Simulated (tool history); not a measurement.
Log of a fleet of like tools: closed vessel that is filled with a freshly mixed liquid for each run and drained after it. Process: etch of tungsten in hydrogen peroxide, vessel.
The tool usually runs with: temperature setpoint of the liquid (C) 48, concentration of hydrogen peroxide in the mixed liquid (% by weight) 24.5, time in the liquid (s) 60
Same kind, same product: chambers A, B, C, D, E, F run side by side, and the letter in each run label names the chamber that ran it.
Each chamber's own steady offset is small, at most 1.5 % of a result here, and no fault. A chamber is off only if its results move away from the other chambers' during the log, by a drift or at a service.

| run | hour | temperature setpoint of the liquid (C) | concentration of hydrogen peroxide in the mixed liquid (% by weight) | time in the liquid (s) | hours since the thermometer was replaced | hours since the peroxide flow meter was replaced | hours since the drum of peroxide was connected | read-back film thickness of the tungsten reference wafer, read on the same gauge (nm) | thickness taken off the tungsten on a monitor wafer (nm) |
|---|---|---|---|---|---|---|---|---|---|
|  | 7.0 | chamber F: new drum of peroxide connected |
| 1F | 8.0 | 48 | 24.5 | 60 | 437.3 | 201.1 | 1.1 | 79.970 | 49.251 |
| 2A | 13.6 | 48 | 24.5 | 60 | 1801.1 | 231.1 | 955.8 | 79.957 | 50.086 |
| 3D | 19.7 | 48 | 24.5 | 60 | 414.6 | 621.8 | 334.5 | 80.012 | 49.616 |
| 4E | 26.5 | 48 | 24.5 | 60 | 32.4 | 196.9 | 917.4 | 79.984 | 49.842 |
| 5C | 32.7 | 48 | 24.5 | 60 | 1089.1 | 1170.2 | 306.2 | 80.036 | 49.529 |
| 6B | 37.2 | 48 | 24.5 | 60 | 329.7 | 634.1 | 101.2 | 80.008 | 50.204 |
| 7B | 42.3 | 48 | 24.5 | 60 | 334.8 | 639.2 | 106.3 | 80.030 | 49.726 |
| 8F | 48.9 | 48 | 24.5 | 60 | 478.2 | 242.0 | 42.0 | 80.031 | 49.545 |
| 9E | 57.5 | 48 | 24.5 | 60 | 63.4 | 227.9 | 948.4 | 80.034 | 49.699 |
| 10D | 62.2 | 48 | 24.5 | 60 | 457.1 | 664.3 | 377.0 | 80.043 | 48.877 |
| 11C | 67.9 | 48 | 24.5 | 60 | 1124.3 | 1205.4 | 341.4 | 80.009 | 49.392 |
| 12A | 73.0 | 48 | 24.5 | 60 | 1860.5 | 290.5 | 1015.2 | 79.984 | 49.599 |
| 13A | 81.0 | 48 | 24.5 | 60 | 1868.5 | 298.5 | 1023.2 | 79.957 | 49.624 |
|  | 83.1 | chamber A: thermometer replaced |
| 14B | 88.3 | 48 | 24.5 | 60 | 380.8 | 685.2 | 152.3 | 79.975 | 50.238 |
| 15F | 94.7 | 48 | 24.5 | 60 | 524.0 | 287.8 | 87.8 | 79.992 | 49.753 |
| 16E | 98.8 | 48 | 24.5 | 60 | 104.7 | 269.2 | 989.7 | 79.980 | 49.617 |
| 17C | 104.2 | 48 | 24.5 | 60 | 1160.6 | 1241.7 | 377.7 | 79.954 | 49.495 |
| 18D | 110.8 | 42 | 17.5 | 60 | 505.7 | 712.9 | 425.6 | 80.000 | 28.479 |
| 19A | 116.1 | 42 | 17.5 | 60 | 33.1 | 333.6 | 1058.3 | 80.051 | 28.346 |
| 20E | 123.6 | 42 | 17.5 | 60 | 129.5 | 294.0 | 1014.5 | 80.003 | 28.325 |
| 21F | 128.2 | 42 | 17.5 | 60 | 557.5 | 321.3 | 121.3 | 80.013 | 28.834 |
| 22C | 135.7 | 42 | 17.5 | 60 | 1192.1 | 1273.2 | 409.2 | 80.025 | 28.147 |
| 23B | 141.1 | 42 | 17.5 | 60 | 433.6 | 738.0 | 205.1 | 79.999 | 29.139 |
| 24D | 148.4 | 48 | 24.5 | 60 | 543.3 | 750.5 | 463.2 | 79.988 | 49.587 |
| 25E | 156.8 | 48 | 24.5 | 60 | 162.7 | 327.2 | 1047.7 | 79.990 | 49.329 |
| 26B | 160.6 | 48 | 24.5 | 80 | 453.1 | 757.5 | 224.6 | 80.051 | 66.317 |
| 27F | 168.0 | 48 | 24.5 | 80 | 597.3 | 361.1 | 161.1 | 80.002 | 66.442 |
|  | 176.0 | chamber F: thermometer replaced |
| 28A | 176.5 | 48 | 24.5 | 80 | 93.5 | 394.0 | 1118.7 | 80.027 | 65.314 |
|  | 179.8 | chamber F: peroxide flow meter replaced |
| 29C | 180.9 | 48 | 24.5 | 80 | 1237.3 | 1318.4 | 454.4 | 79.989 | 66.484 |
|  | 181.7 | chamber B: thermometer replaced |
| 30D | 186.3 | 48 | 24.5 | 80 | 581.2 | 788.4 | 501.1 | 79.976 | 65.923 |
| 31B | 192.0 | 48 | 24.5 | 80 | 10.3 | 788.9 | 256.0 | 80.001 | 67.279 |
| 32E | 197.3 | 48 | 24.5 | 60 | 203.2 | 367.7 | 1088.2 | 79.987 | 49.851 |
| 33F | 201.9 | 48 | 24.5 | 60 | 25.9 | 22.2 | 195.0 | 79.964 | 49.827 |
|  | 207.8 | chamber E: new drum of peroxide connected |
| 34D | 208.7 | 48 | 24.5 | 60 | 603.6 | 810.8 | 523.5 | 79.970 | 50.254 |
| 35A | 215.4 | 48 | 18.5 | 60 | 132.4 | 432.9 | 1157.6 | 80.028 | 40.817 |
| 36C | 220.7 | 48 | 18.5 | 60 | 1277.1 | 1358.2 | 494.2 | 79.998 | 42.710 |
| 37C | 227.1 | 48 | 18.5 | 60 | 1283.5 | 1364.6 | 500.6 | 79.983 | 42.688 |
| 38D | 233.6 | 48 | 18.5 | 60 | 628.5 | 835.7 | 548.4 | 79.940 | 42.757 |
| 39A | 240.7 | 48 | 18.5 | 60 | 157.7 | 458.2 | 1182.9 | 79.962 | 41.405 |
| 40F | 244.7 | 48 | 18.5 | 60 | 68.7 | 65.0 | 237.8 | 80.018 | 43.371 |
| 41E | 249.9 | 48 | 24.5 | 60 | 255.8 | 420.3 | 42.1 | 80.004 | 49.130 |

Is one chamber out of step, is the gauge drifting, or do the chambers differ by no more than their own small offsets? For an off chamber, give its letter and the likeliest cause.

It is chamber A that slowly wanders off from its peers.
Cause: peroxide flow below the setpoint (%) = 11.

Chamber A could run next with any of the 4 candidate recipes listed below; each alters the usual settings, and their results appear as question marks. Which one brings its results back in line with what the other chambers deliver on the usual settings?
Allowed miss from the other chambers' usual-settings mean, per result, to count as in line: thickness taken off the tungsten on a monitor wafer (nm) 1.100
| 42A-1 | 256.2 | 48.0 | 20.5 | 60 |  |  |  |  | ? |
| 42A-2 | 256.2 | 48.0 | 22.0 | 60 |  |  |  |  | ? |
| 42A-3 | 256.2 | 49.5 | 24.5 | 60 |  |  |  |  | ? |
| 42A-4 | 256.2 | 48.0 | 27.0 | 60 |  |  |  |  | ? |

The other chambers' mean on the usual settings: thickness taken off the tungsten on a monitor wafer (nm) 49.644
| run | thickness taken off the tungsten on a monitor wafer (nm) |
|---|---|
| 42A-1 | 43.032 |
| 42A-2 | 44.572 |
| 42A-3 | 51.579 |
| 42A-4 | 49.360 |
42A-4 brings the chamber back in line.
